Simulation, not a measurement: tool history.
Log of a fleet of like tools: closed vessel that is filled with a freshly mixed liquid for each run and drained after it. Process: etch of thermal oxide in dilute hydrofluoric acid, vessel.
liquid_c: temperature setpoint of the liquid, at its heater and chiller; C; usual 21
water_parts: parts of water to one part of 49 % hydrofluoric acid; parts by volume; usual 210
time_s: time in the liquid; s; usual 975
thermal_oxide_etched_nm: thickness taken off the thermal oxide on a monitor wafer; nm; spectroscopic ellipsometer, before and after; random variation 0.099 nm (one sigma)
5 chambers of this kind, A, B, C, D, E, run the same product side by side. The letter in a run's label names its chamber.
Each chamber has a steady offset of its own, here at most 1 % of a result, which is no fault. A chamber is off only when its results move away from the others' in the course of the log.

run	hour	liquid_c	water_parts	time_s	read-back film thickness of the thermal oxide reference wafer, read on the same gauge (nm)	thermal_oxide_etched_nm
1C	16	21	210	975	120.07	16.839
# hour 31: chamber E: hydrofluoric acid flow meter replaced
2B	31.4	21	210	975	119.99	16.716
3D	39.2	21	210	975	120.03	16.877
4A	50.6	21	210	975	119.97	16.408
5E	61.8	21	210	975	119.99	16.569
6C	73.3	21	210	975	119.97	16.724
7A	83.2	21	210	975	120.02	16.594
8D	93.2	21	210	975	119.97	16.8
9B	105.7	21	210	975	120.02	16.668
10E	121.2	21	210	780	119.99	13.229
11A	129.5	21	210	780	120.03	13.307
12E	143.3	21	210	780	119.95	13.1
13D	159.3	21	210	780	119.99	13.526
14B	170.4	21	210	780	120	13.439
15C	180.3	21	210	975	120.02	16.596
16E	192.3	21	210	975	119.98	16.429
17C	206.4	21	210	975	120.02	16.38
18B	221.6	21	210	975	120.01	16.778
19D	233.5	21	210	975	120.02	16.948
20A	244.8	21	210	975	119.99	16.637
21D	257.3	21	210	975	119.97	16.847
22B	265.5	21	210	975	119.95	16.593
23E	278.9	19	210	975	120.03	15.209
24A	289.3	19	210	975	119.95	15.365
25C	300.4	19	210	975	119.99	15.032
26B	315.1	19	210	975	119.98	15.778
27C	330	19	210	975	119.99	15.021
28A	341.5	21	210	975	119.96	16.693
29D	356.6	21	210	975	119.98	17.046
30E	372.7	21	210	975	120.01	16.469
31E	386	19.5	210	975	119.97	15.557
32A	400.6	19.5	210	975	119.99	15.605
33C	412.6	19.5	210	975	120.03	14.953
# hour 422.6: chamber A: hydrofluoric acid flow meter replaced
34D	426.5	19.5	210	975	119.97	15.865
35B	442	19.5	210	975	120.04	15.72
36B	456.4	21	140	975	119.99	26.957
37A	469.3	21	140	975	119.97	26.533
# hour 479: chamber D: hydrofluoric acid flow meter replaced
38E	481.2	21	140	975	119.95	26.407
39C	490	21	140	975	119.97	25.617
40D	504.9	21	140	975	119.99	27.185
41C	512.2	21	210	975	120.05	15.692
42E	525.2	21	210	975	119.98	16.439
43D	535	21	210	975	119.98	16.934

All 5 chambers run these settings next. Forecast each chamber's results:
44A	546.8	21	210	975		?
44B	546.8	21	210	975		?
44C	546.8	21	210	975		?
44D	546.8	21	210	975		?
44E	546.8	21	210	975		?

run	thermal_oxide_etched_nm
44A	16.553
44B	16.737
44C	15.57
44D	16.991
44E	16.391
